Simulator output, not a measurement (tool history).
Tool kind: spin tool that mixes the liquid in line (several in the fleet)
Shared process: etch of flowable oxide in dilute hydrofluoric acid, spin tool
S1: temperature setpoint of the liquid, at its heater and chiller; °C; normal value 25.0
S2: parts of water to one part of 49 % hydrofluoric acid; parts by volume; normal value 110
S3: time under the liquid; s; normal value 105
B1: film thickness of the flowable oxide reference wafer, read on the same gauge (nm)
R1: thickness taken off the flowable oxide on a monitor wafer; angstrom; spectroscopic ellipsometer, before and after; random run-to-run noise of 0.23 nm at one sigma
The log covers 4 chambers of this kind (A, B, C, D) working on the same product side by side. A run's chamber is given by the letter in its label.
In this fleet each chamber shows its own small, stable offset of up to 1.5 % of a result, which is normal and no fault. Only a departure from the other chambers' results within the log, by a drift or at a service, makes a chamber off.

Run 1C, hour 10.5: usual settings; B1 89.994. Result: R1 489.56 angstrom.
Run 2B, hour 18.8: usual settings; B1 89.991. Result: R1 496.12 angstrom.
Run 3A, hour 33.3: usual settings; B1 89.999. Result: R1 490.80 angstrom.
Run 4D, hour 41.9: usual settings; B1 89.985. Result: R1 501.85 angstrom.
Run 5B, hour 50.9: usual settings; B1 89.992. Result: R1 497.17 angstrom.
Run 6A, hour 62.2: usual settings; B1 90.007. Result: R1 493.67 angstrom.
Run 7D, hour 71.0: usual settings; B1 89.996. Result: R1 496.58 angstrom.
Run 8C, hour 83.5: usual settings; B1 89.993. Result: R1 492.53 angstrom.
Run 9A, hour 91.3: usual settings; B1 89.989. Result: R1 495.50 angstrom.
Run 10B, hour 103.4: usual settings but S3 155 s; B1 90.008. Result: R1 729.40 angstrom.
Run 11C, hour 117.0: usual settings but S3 155 s; B1 90.018. Result: R1 723.60 angstrom.
Run 12D, hour 127.2: usual settings but S3 155 s; B1 90.009. Result: R1 742.35 angstrom.
Run 13B, hour 143.2: usual settings but S3 155 s; B1 90.008. Result: R1 732.88 angstrom.
Run 14D, hour 156.3: usual settings; B1 89.994. Result: R1 499.89 angstrom.
Run 15A, hour 169.2: usual settings; B1 89.981. Result: R1 496.80 angstrom.
Run 16C, hour 177.0: usual settings; B1 90.002. Result: R1 492.21 angstrom.
Run 17D, hour 187.5: usual settings; B1 90.010. Result: R1 498.50 angstrom.
Run 18B, hour 197.6: usual settings; B1 90.002. Result: R1 495.52 angstrom.
Run 19A, hour 212.3: usual settings; B1 89.997. Result: R1 498.17 angstrom.
Run 20C, hour 219.5: usual settings; B1 90.008. Result: R1 487.77 angstrom.
Run 21A, hour 234.4: usual settings; B1 89.999. Result: R1 502.32 angstrom.
Run 22B, hour 247.0: usual settings; B1 89.986. Result: R1 496.81 angstrom.
Run 23C, hour 262.9: usual settings; B1 89.998. Result: R1 489.30 angstrom.
Run 24D, hour 270.0: usual settings; B1 90.011. Result: R1 500.81 angstrom.
Run 25B, hour 283.9: usual settings; B1 89.999. Result: R1 493.63 angstrom.
Run 26D, hour 300.0: usual settings; B1 90.017. Result: R1 504.71 angstrom.
Run 27C, hour 310.6: usual settings; B1 90.015. Result: R1 489.49 angstrom.
Run 28A, hour 325.6: usual settings; B1 90.002. Result: R1 508.22 angstrom.
Run 29A, hour 335.6: usual settings but S1 21.5 °C, S3 140 s; B1 90.031. Result: R1 597.13 angstrom.
Run 30C, hour 345.8: usual settings but S1 21.5 °C, S3 140 s; B1 89.994. Result: R1 566.93 angstrom.
Run 31D, hour 361.7: usual settings but S1 21.5 °C, S3 140 s; B1 89.995. Result: R1 579.63 angstrom.
Run 32B, hour 371.8: usual settings but S1 21.5 °C, S3 140 s; B1 90.002. Result: R1 573.06 angstrom.
Run 33C, hour 386.9: usual settings but S2 90 parts by volume, S3 125 s; B1 90.006. Result: R1 728.73 angstrom.
Run 34A, hour 401.3: usual settings but S2 90 parts by volume, S3 125 s; B1 89.998. Result: R1 771.69 angstrom.
Run 35D, hour 414.2: usual settings but S2 90 parts by volume, S3 125 s; B1 90.000. Result: R1 748.72 angstrom.

Does one chamber stand apart from the rest, does the shared gauge drift, or is all well apart from small per-chamber offsets? Give the chamber and the most likely cause, where there is one.

Chamber A drifts away from the others.
Cause: liquid hotter than its thermometer reads (K) = 1.31.
With only this log, it may be confused with: hydrofluoric acid flow above the setpoint (%).

Which of the 4 candidates below, each the usual settings with something changed and its results left as question marks, puts chamber A back in line with what the other chambers give on the usual settings?
In line here means within this much of the mean the other chambers give on the usual settings: R1 8.20 angstrom
Run 36A-1, hour 425.8: usual settings but S3 100 s. Result: R1 ?.
Run 36A-2, hour 425.8: usual settings but S1 24.5 °C. Result: R1 ?.
Run 36A-3, hour 425.8: usual settings but S1 25.5 °C. Result: R1 ?.
Run 36A-4, hour 425.8: usual settings but S2 105 parts by volume. Result: R1 ?.

The other chambers' mean on the usual settings: R1 494.67 angstrom
  run      R1
36A-1  495.15
36A-2  509.98
36A-3  529.99
36A-4  547.81
It is 36A-1 that realigns the chamber with its peers.

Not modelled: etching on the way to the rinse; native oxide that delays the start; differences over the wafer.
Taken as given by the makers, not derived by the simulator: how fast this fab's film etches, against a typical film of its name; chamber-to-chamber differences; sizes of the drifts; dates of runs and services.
